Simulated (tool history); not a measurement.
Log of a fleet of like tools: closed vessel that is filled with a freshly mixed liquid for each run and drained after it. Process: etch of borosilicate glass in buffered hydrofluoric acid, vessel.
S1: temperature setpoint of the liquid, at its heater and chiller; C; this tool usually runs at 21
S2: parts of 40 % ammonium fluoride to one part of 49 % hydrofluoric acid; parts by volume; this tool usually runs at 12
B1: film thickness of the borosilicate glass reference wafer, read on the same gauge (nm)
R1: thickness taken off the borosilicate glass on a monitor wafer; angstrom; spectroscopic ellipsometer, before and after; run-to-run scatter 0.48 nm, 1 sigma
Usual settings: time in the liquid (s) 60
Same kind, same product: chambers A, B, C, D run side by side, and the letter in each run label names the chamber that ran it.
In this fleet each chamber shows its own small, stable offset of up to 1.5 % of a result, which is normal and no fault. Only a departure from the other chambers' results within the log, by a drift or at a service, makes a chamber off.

Run 1D, hour 11: usual settings; B1 120. Result: R1 526.98 angstrom.
At hour 11.3: chamber C: thermometer replaced.
Run 2C, hour 19: usual settings; B1 120. Result: R1 528.26 angstrom.
Run 3B, hour 30.6: usual settings; B1 120. Result: R1 544.6 angstrom.
Run 4A, hour 42.3: usual settings; B1 120. Result: R1 539.02 angstrom.
Run 5B, hour 50.9: usual settings; B1 119.98. Result: R1 530.03 angstrom.
Run 6D, hour 61.6: usual settings; B1 120. Result: R1 529.05 angstrom.
Run 7C, hour 73.3: usual settings; B1 120.05. Result: R1 537.33 angstrom.
Run 8A, hour 84.5: usual settings but S2 16.5 parts by volume, time in the liquid (s) 80; B1 120.03. Result: R1 513.85 angstrom.
Run 9C, hour 89.9: usual settings but S2 16.5 parts by volume, time in the liquid (s) 80; B1 120.03. Result: R1 509.44 angstrom.
Run 10B, hour 98.6: usual settings but S2 16.5 parts by volume, time in the liquid (s) 80; B1 120.01. Result: R1 524.95 angstrom.
At hour 102.4: chamber D: thermometer replaced.
Run 11D, hour 103.9: usual settings but S2 16.5 parts by volume, time in the liquid (s) 80; B1 119.97. Result: R1 509.41 angstrom.
Run 12A, hour 110.6: usual settings; B1 120. Result: R1 533.84 angstrom.
Run 13C, hour 116.3: usual settings; B1 119.99. Result: R1 527.62 angstrom.
Run 14B, hour 127.7: usual settings but S2 7 parts by volume, time in the liquid (s) 70; B1 120. Result: R1 1069.5 angstrom.
Run 15D, hour 139.1: usual settings but S2 7 parts by volume, time in the liquid (s) 70; B1 119.96. Result: R1 1056.6 angstrom.
Run 16A, hour 147.5: usual settings but S2 7 parts by volume, time in the liquid (s) 70; B1 119.99. Result: R1 1028.9 angstrom.
Run 17A, hour 154.8: usual settings but S2 7 parts by volume, time in the liquid (s) 70; B1 119.98. Result: R1 1028.1 angstrom.
Run 18B, hour 161.1: usual settings; B1 119.99. Result: R1 524.85 angstrom.
Run 19D, hour 168.2: usual settings; B1 120. Result: R1 544.08 angstrom.
Run 20C, hour 175.2: usual settings; B1 120.01. Result: R1 541.05 angstrom.
Run 21C, hour 182: usual settings; B1 119.98. Result: R1 523.49 angstrom.
Run 22B, hour 192.7: usual settings; B1 119.94. Result: R1 530.83 angstrom.
Run 23A, hour 204.2: usual settings; B1 120.02. Result: R1 537.69 angstrom.
Run 24D, hour 212.8: usual settings but time in the liquid (s) 40; B1 120.01. Result: R1 374.21 angstrom.
Run 25C, hour 220.6: usual settings but time in the liquid (s) 40; B1 120.01. Result: R1 356.69 angstrom.
Run 26D, hour 228.8: usual settings but time in the liquid (s) 40; B1 120.01. Result: R1 381.76 angstrom.
Run 27A, hour 235.8: usual settings but time in the liquid (s) 40; B1 120. Result: R1 355.5 angstrom.
Run 28B, hour 242.8: usual settings; B1 119.96. Result: R1 527.62 angstrom.
Run 29B, hour 254: usual settings; B1 120.04. Result: R1 537.3 angstrom.
Run 30A, hour 263: usual settings but S1 25 C, S2 10 parts by volume; B1 119.98. Result: R1 793.87 angstrom.
Run 31D, hour 271.2: usual settings but S1 25 C, S2 10 parts by volume; B1 119.98. Result: R1 841.42 angstrom.
Run 32C, hour 282.5: usual settings but S1 25 C, S2 10 parts by volume; B1 119.98. Result: R1 774.12 angstrom.
Run 33D, hour 287.7: usual settings but S1 25 C, S2 10 parts by volume; B1 119.97. Result: R1 850.26 angstrom.

Is one chamber out of step, is the gauge drifting, or do the chambers differ by no more than their own small offsets? For an off chamber, give its letter and the likeliest cause.

It is chamber D that slowly wanders off from its peers.
Cause: hydrofluoric acid flow above the setpoint (%) = 12.1.
With only this log, it may be confused with: liquid hotter than its thermometer reads (K).

Which of the 4 candidates below, each the usual settings with something changed and its results left as question marks, puts chamber D back in line with what the other chambers give on the usual settings?
Maximum distance from the other chambers' mean on the usual settings for a result to count as in line: R1 17 angstrom
Run 34D-1, hour 296.1: usual settings but S1 21.5 C, time in the liquid (s) 65. Result: R1 ?.
Run 34D-2, hour 296.1: usual settings but S2 11.5 parts by volume. Result: R1 ?.
Run 34D-3, hour 296.1: usual settings but S2 12.5 parts by volume. Result: R1 ?.
Run 34D-4, hour 296.1: usual settings but S1 19 C. Result: R1 ?.

Average result of the remaining chambers running the usual settings: R1 531.87 angstrom
  run      R1
34D-1  661.59
34D-2  619.68
34D-3   570.3
34D-4  531.47
34D-4 is the one that brings the chamber's results back in line with the other chambers.

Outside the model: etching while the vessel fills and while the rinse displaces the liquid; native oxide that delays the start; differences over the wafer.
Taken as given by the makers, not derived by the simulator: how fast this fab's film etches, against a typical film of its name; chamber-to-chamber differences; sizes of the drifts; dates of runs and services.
